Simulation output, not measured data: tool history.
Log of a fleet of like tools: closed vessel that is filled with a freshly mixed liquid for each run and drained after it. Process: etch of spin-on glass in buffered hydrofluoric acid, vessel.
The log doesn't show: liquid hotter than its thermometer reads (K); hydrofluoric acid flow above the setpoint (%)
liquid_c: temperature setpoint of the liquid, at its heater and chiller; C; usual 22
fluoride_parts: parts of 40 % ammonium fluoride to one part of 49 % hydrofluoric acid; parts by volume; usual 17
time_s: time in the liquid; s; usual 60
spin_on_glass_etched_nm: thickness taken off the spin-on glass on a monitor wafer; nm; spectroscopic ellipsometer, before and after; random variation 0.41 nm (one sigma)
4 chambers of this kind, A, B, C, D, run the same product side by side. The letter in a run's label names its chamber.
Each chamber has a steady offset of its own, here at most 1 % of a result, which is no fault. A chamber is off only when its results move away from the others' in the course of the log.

run   hour  liquid_c  fluoride_parts  time_s  hours since the thermometer was replaced  hours since the hydrofluoric acid flow meter was replaced  read-back film thickness of the spin-on glass reference wafer, read on the same gauge (nm)  spin_on_glass_etched_nm
 1B    9.8        22              17      60                                      34.5                                                      532.4                                                                                      129.96                   84.702
 2C   20.8        22              17      60                                     654.9                                                      301.8                                                                                      130.01                   83.995
 3D   35.1        22              17      60                                    1024.4                                                        858                                                                                      130.04                   84.506
 4A   45.6        22              17      60                                       338                                                      542.9                                                                                         130                   83.886
 5B   58.9        22              17      60                                      83.6                                                      581.5                                                                                      129.97                   85.124
 6A     68        22              17      60                                     360.4                                                      565.3                                                                                      130.04                   83.652
 7D   77.1        22              17      60                                    1066.4                                                        900                                                                                      130.02                   85.417
 8C   88.5        22              17      60                                     722.6                                                      369.5                                                                                      129.97                   83.665
 9A  103.7        19              17      60                                     396.1                                                        601                                                                                         130                   71.421
10C  118.5        19              17      60                                     752.6                                                      399.5                                                                                      130.01                   70.936
11B  128.4        19              17      60                                     153.1                                                        651                                                                                      129.98                       71
12D  140.1        19              17      60                                    1129.4                                                        963                                                                                      129.95                    71.36
13B  150.5        22              17      60                                     175.2                                                      673.1                                                                                      130.06                   84.094
14A    161        22              17      60                                     453.4                                                      658.3                                                                                      129.99                   84.762
15C  169.8        22              17      60                                     803.9                                                      450.8                                                                                      130.03                   83.865
16D  177.2        22              17      60                                    1166.5                                                     1000.1                                                                                         130                   85.657
17D  185.2        22              17      60                                    1174.5                                                     1008.1                                                                                         130                   84.432
18B  199.9        22              17      85                                     224.6                                                      722.5                                                                                      130.03                   119.17
19C  212.4        22              17      85                                     846.5                                                      493.4                                                                                      130.03                    119.8
20A  223.3        22              17      85                                     515.7                                                      720.6                                                                                         130                   120.62
     224.7  -- chamber D: hydrofluoric acid flow meter replaced
21C  236.1        22              17      85                                     870.2                                                      517.1                                                                                      129.97                      118
22A  244.9        22              17      60                                     537.3                                                      742.2                                                                                         130                   85.128
23B  257.6        22              17      60                                     282.3                                                      780.2                                                                                      129.99                   84.221
24D  270.6        22              17      60                                    1259.9                                                         46                                                                                      129.99                   84.386
25A  281.8        22              17      60                                     574.2                                                      779.1                                                                                      130.04                   86.159
26C  292.1        22              17      60                                     926.2                                                      573.1                                                                                      129.99                   84.157
27D  303.6        22              17      60                                    1292.9                                                         79                                                                                         130                   84.849

Is one chamber off against the others, does the gauge drift, or is nothing wrong? If a chamber is off, say which, and what the likeliest cause is.

Chamber A drifts away from the others.
Cause: liquid hotter than its thermometer reads (K) = 0.559.
The log may not tell that from: hydrofluoric acid flow above the setpoint (%).

Here are 4 candidates for chamber A's next run, each the usual settings with a change, their results left as question marks. Which one brings its results back in line with what the others give on the usual settings?
In line means no further than this from the other chambers' mean on the usual settings: spin_on_glass_etched_nm 1.4 nm
28A-1  314.6        22              16      60                                                                                                                                                                                                                         ?
28A-2  314.6        22            16.5      60                                                                                                                                                                                                                         ?
28A-3  314.6      21.5            17.5      60                                                                                                                                                                                                                         ?
28A-4  314.6        22            17.5      60                                                                                                                                                                                                                         ?

The other chambers' mean on the usual settings: spin_on_glass_etched_nm 84.395 nm
  run  spin_on_glass_etched_nm
28A-1                   92.238
28A-2                   89.478
28A-3                   82.129
28A-4                   84.431
28A-4 brings the chamber back in line.

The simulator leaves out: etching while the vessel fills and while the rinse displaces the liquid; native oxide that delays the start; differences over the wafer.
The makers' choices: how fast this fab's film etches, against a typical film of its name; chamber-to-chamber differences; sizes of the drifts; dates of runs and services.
